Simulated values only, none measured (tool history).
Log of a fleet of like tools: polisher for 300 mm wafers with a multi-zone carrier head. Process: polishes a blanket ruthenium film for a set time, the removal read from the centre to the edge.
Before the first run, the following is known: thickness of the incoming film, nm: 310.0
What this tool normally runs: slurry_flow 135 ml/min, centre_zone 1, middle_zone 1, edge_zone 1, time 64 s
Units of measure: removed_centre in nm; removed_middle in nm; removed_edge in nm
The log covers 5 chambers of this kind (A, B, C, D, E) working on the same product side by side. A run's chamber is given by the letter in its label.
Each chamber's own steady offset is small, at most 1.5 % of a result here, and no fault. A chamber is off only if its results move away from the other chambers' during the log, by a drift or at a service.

run,hour,slurry_flow,centre_zone,middle_zone,edge_zone,time,wafers polished on this pad,hours since the slurry nozzle was cleaned,hours since the centre zone pressure was calibrated,hours since the edge zone pressure was calibrated,removed_centre,removed_middle,removed_edge
1B,6.7,135,1,1,1,64,330,678.9,409.6,292.1,77.892,78.320,78.067
2E,11.7,135,1,1,1,64,508,265.1,109.0,317.8,77.627,78.156,79.593
3D,15.3,135,1,1,1,64,880,241.6,895.2,1366.8,78.476,78.483,78.040
# hour 15.6: chamber B: slurry nozzle cleaned
4C,20.5,135,1,1,1,64,631,352.2,142.0,624.0,78.437,77.868,79.158
5A,27.1,135,1,1,1,64,238,128.3,777.7,202.2,78.814,80.490,78.048
6C,30.5,135,1,1,1,64,693,362.2,152.0,634.0,77.989,77.602,77.750
# hour 33.4: chamber C: worn pad replaced by a new one
7A,35.6,135,1,1,1,64,291,136.8,786.2,210.7,79.312,77.289,78.403
# hour 37.6: chamber E: slurry nozzle cleaned
8B,41.5,135,1,1,1,64,545,25.9,444.4,326.9,77.490,79.475,76.949
# hour 46.0: chamber E: worn pad replaced by a new one
9D,47.7,135,1,1,1,64,1080,274.0,927.6,1399.2,77.619,77.862,77.106
10E,51.2,135,1,1,1,64,32,13.6,148.5,357.3,77.666,78.399,77.864
11D,57.0,135,1,1,1,64,1137,283.3,936.9,1408.5,78.601,74.970,77.615
# hour 58.2: chamber D: worn pad replaced by a new one
12B,60.5,135,1,1,1,64,662,44.9,463.4,345.9,78.336,77.507,76.082
# hour 65.6: chamber B: worn pad replaced by a new one
13A,65.7,135,1,1,1,64,477,166.9,816.3,240.8,79.535,79.572,79.336
14C,69.2,135,1,1,1,64,221,400.9,190.7,672.7,78.844,78.605,77.369
15E,72.7,135,1,1,1,64,164,35.1,170.0,378.8,79.872,78.468,78.173
16B,79.7,135,1,1,1,74,87,64.1,482.6,365.1,89.136,92.486,89.656
17E,84.9,135,1,1,1,74,240,47.3,182.2,391.0,91.608,94.346,91.500
18A,88.6,135,1,1,1,74,618,189.8,839.2,263.7,91.630,91.268,90.002
19C,91.7,135,1,1,1,74,360,423.4,213.2,695.2,90.386,90.995,88.846
20D,98.3,135,1,1,1,74,247,324.6,978.2,1449.8,90.644,90.913,89.078
21C,102.3,135,1,1,1,64,425,434.0,223.8,705.8,77.927,75.309,76.402
22D,105.5,135,1,1,1,64,292,331.8,985.4,1457.0,77.521,76.259,77.230
# hour 105.7: chamber C: slurry nozzle cleaned
23A,108.8,135,1,1,1,64,742,210.0,859.4,283.9,79.143,79.982,78.760
24B,115.3,135,1,1,1,64,306,99.7,518.2,400.7,78.130,78.545,77.895
25E,119.6,135,1,1,1,64,454,82.0,216.9,425.7,82.165,79.127,77.968
26D,123.3,135,1,1,1,64,401,349.6,1003.2,1474.8,77.802,77.209,76.765
27B,130.4,120,1,1,1,64,399,114.8,533.3,415.8,75.866,77.140,75.025
28A,137.2,120,1,1,1,64,918,238.4,887.8,312.3,76.421,74.578,75.941
29C,141.2,120,1,1,1,64,665,35.6,262.7,744.7,75.616,75.452,75.318
30E,146.2,120,1,1,1,64,618,108.6,243.5,452.3,82.361,77.537,76.231
31B,149.8,120,1,1,1,64,519,134.2,552.7,435.2,76.830,75.156,75.680

Next, every chamber runs the same settings. What will each give?
32A,154.9,135,1,1,1,64,,,,,?,?,?
32B,154.9,135,1,1,1,64,,,,,?,?,?
32C,154.9,135,1,1,1,64,,,,,?,?,?
32D,154.9,135,1,1,1,64,,,,,?,?,?
32E,154.9,135,1,1,1,64,,,,,?,?,?

run,removed_centre,removed_middle,removed_edge
32A,79.548,78.823,77.810
32B,77.630,77.525,77.162
32C,77.627,77.508,77.992
32D,79.073,78.236,76.925
32E,85.587,79.806,78.306

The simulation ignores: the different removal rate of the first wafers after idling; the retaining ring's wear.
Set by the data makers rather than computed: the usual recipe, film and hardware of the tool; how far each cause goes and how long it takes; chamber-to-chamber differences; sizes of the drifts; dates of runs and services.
